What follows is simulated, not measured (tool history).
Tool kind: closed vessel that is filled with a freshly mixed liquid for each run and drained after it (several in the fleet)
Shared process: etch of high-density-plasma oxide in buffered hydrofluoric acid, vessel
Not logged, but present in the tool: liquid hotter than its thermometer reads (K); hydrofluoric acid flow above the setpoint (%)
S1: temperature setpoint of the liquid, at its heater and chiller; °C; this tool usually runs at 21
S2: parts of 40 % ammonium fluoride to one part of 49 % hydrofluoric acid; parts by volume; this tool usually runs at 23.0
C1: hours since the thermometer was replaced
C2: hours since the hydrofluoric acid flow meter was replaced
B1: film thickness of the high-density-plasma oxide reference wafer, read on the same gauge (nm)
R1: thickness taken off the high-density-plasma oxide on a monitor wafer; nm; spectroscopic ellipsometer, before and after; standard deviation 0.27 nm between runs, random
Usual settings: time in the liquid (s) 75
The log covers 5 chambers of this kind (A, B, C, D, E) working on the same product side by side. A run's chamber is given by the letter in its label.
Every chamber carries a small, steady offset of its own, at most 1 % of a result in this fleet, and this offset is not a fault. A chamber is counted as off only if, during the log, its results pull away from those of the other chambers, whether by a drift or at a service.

run 1E day=0.362 | S1=21 S2=23.0 time_in_the_liquid_(s)=75 | C1=243.7 C2=288.7 | B1=130.02 | R1=36.955
run 2B day=0.825 | S1=21 S2=23.0 time_in_the_liquid_(s)=75 | C1=2392.4 C2=550.4 | B1=130.00 | R1=37.246
run 3D day=1.200 | S1=21 S2=23.0 time_in_the_liquid_(s)=75 | C1=456.4 C2=1308.1 | B1=130.01 | R1=36.888
run 4A day=1.754 | S1=21 S2=23.0 time_in_the_liquid_(s)=75 | C1=681.0 C2=161.0 | B1=129.95 | R1=36.912
run 5C day=2.183 | S1=21 S2=23.0 time_in_the_liquid_(s)=75 | C1=71.5 C2=494.5 | B1=129.99 | R1=37.270
run 6E day=2.550 | S1=21 S2=23.0 time_in_the_liquid_(s)=75 | C1=296.2 C2=341.2 | B1=129.97 | R1=36.814
run 7C day=3.071 | S1=21 S2=23.0 time_in_the_liquid_(s)=75 | C1=92.8 C2=515.8 | B1=130.01 | R1=37.053
run 8D day=3.375 | S1=21 S2=15.5 time_in_the_liquid_(s)=105 | C1=508.6 C2=1360.3 | B1=129.99 | R1=72.512
run 9A day=3.879 | S1=21 S2=15.5 time_in_the_liquid_(s)=105 | C1=732.0 C2=212.0 | B1=130.02 | R1=73.699
run 10B day=4.333 | S1=21 S2=15.5 time_in_the_liquid_(s)=105 | C1=2476.6 C2=634.6 | B1=130.05 | R1=72.686
run 11A day=4.621 | S1=21 S2=15.5 time_in_the_liquid_(s)=105 | C1=749.8 C2=229.8 | B1=129.98 | R1=74.254
run 12D day=5.075 | S1=21 S2=15.5 time_in_the_liquid_(s)=105 | C1=549.4 C2=1401.1 | B1=130.01 | R1=73.440
run 13B day=5.404 | S1=21 S2=23.0 time_in_the_liquid_(s)=75 | C1=2502.3 C2=660.3 | B1=129.98 | R1=37.405
run 14E day=5.771 | S1=25 S2=27.0 time_in_the_liquid_(s)=75 | C1=373.5 C2=418.5 | B1=129.96 | R1=41.243
run 15C day=6.179 | S1=25 S2=27.0 time_in_the_liquid_(s)=75 | C1=167.4 C2=590.4 | B1=129.99 | R1=41.207
run 16E day=6.662 | S1=25 S2=27.0 time_in_the_liquid_(s)=75 | C1=394.9 C2=439.9 | B1=130.00 | R1=40.881
run 17B day=7.088 | S1=25 S2=27.0 time_in_the_liquid_(s)=75 | C1=2542.7 C2=700.7 | B1=130.00 | R1=41.459
run 18C day=7.588 | S1=25 S2=27.0 time_in_the_liquid_(s)=75 | C1=201.2 C2=624.2 | B1=130.01 | R1=41.319
run 19A day=8.138 | S1=21 S2=23.0 time_in_the_liquid_(s)=75 | C1=834.2 C2=314.2 | B1=129.99 | R1=36.688
run 20D day=8.458 | S1=21 S2=15.5 time_in_the_liquid_(s)=40 | C1=630.6 C2=1482.3 | B1=130.01 | R1=28.000
run 21D day=8.867 | S1=21 S2=15.5 time_in_the_liquid_(s)=40 | C1=640.4 C2=1492.1 | B1=130.00 | R1=28.035
run 22B day=9.242 | S1=21 S2=15.5 time_in_the_liquid_(s)=40 | C1=2594.4 C2=752.4 | B1=130.00 | R1=27.943
-- day=9.708 chamber B: thermometer replaced
run 23E day=9.750 | S1=21 S2=15.5 time_in_the_liquid_(s)=40 | C1=469.0 C2=514.0 | B1=129.98 | R1=28.173
run 24C day=10.154 | S1=21 S2=15.5 time_in_the_liquid_(s)=40 | C1=262.8 C2=685.8 | B1=130.03 | R1=27.748
run 25A day=10.538 | S1=21 S2=23.0 time_in_the_liquid_(s)=75 | C1=891.8 C2=371.8 | B1=129.99 | R1=36.601
run 26A day=11.058 | S1=21 S2=23.0 time_in_the_liquid_(s)=75 | C1=904.3 C2=384.3 | B1=130.01 | R1=36.912
run 27B day=11.321 | S1=21 S2=23.0 time_in_the_liquid_(s)=75 | C1=38.8 C2=802.3 | B1=130.04 | R1=36.645
run 28D day=11.771 | S1=21 S2=23.0 time_in_the_liquid_(s)=75 | C1=710.1 C2=1561.8 | B1=129.95 | R1=37.103
run 29C day=12.167 | S1=21 S2=23.0 time_in_the_liquid_(s)=75 | C1=311.1 C2=734.1 | B1=130.00 | R1=36.337
run 30E day=12.654 | S1=21 S2=23.0 time_in_the_liquid_(s)=75 | C1=538.7 C2=583.7 | B1=130.00 | R1=36.894
run 31E day=12.942 | S1=21 S2=23.0 time_in_the_liquid_(s)=75 | C1=545.6 C2=590.6 | B1=130.02 | R1=37.042
run 32B day=13.308 | S1=21 S2=23.0 time_in_the_liquid_(s)=75 | C1=86.5 C2=850.0 | B1=130.01 | R1=36.881

Is one chamber off against the others, does the gauge drift, or is nothing wrong? If a chamber is off, say which, and what the likeliest cause is.

Beyond each chamber's small constant offset nothing stands out, and the gauge stays steady.

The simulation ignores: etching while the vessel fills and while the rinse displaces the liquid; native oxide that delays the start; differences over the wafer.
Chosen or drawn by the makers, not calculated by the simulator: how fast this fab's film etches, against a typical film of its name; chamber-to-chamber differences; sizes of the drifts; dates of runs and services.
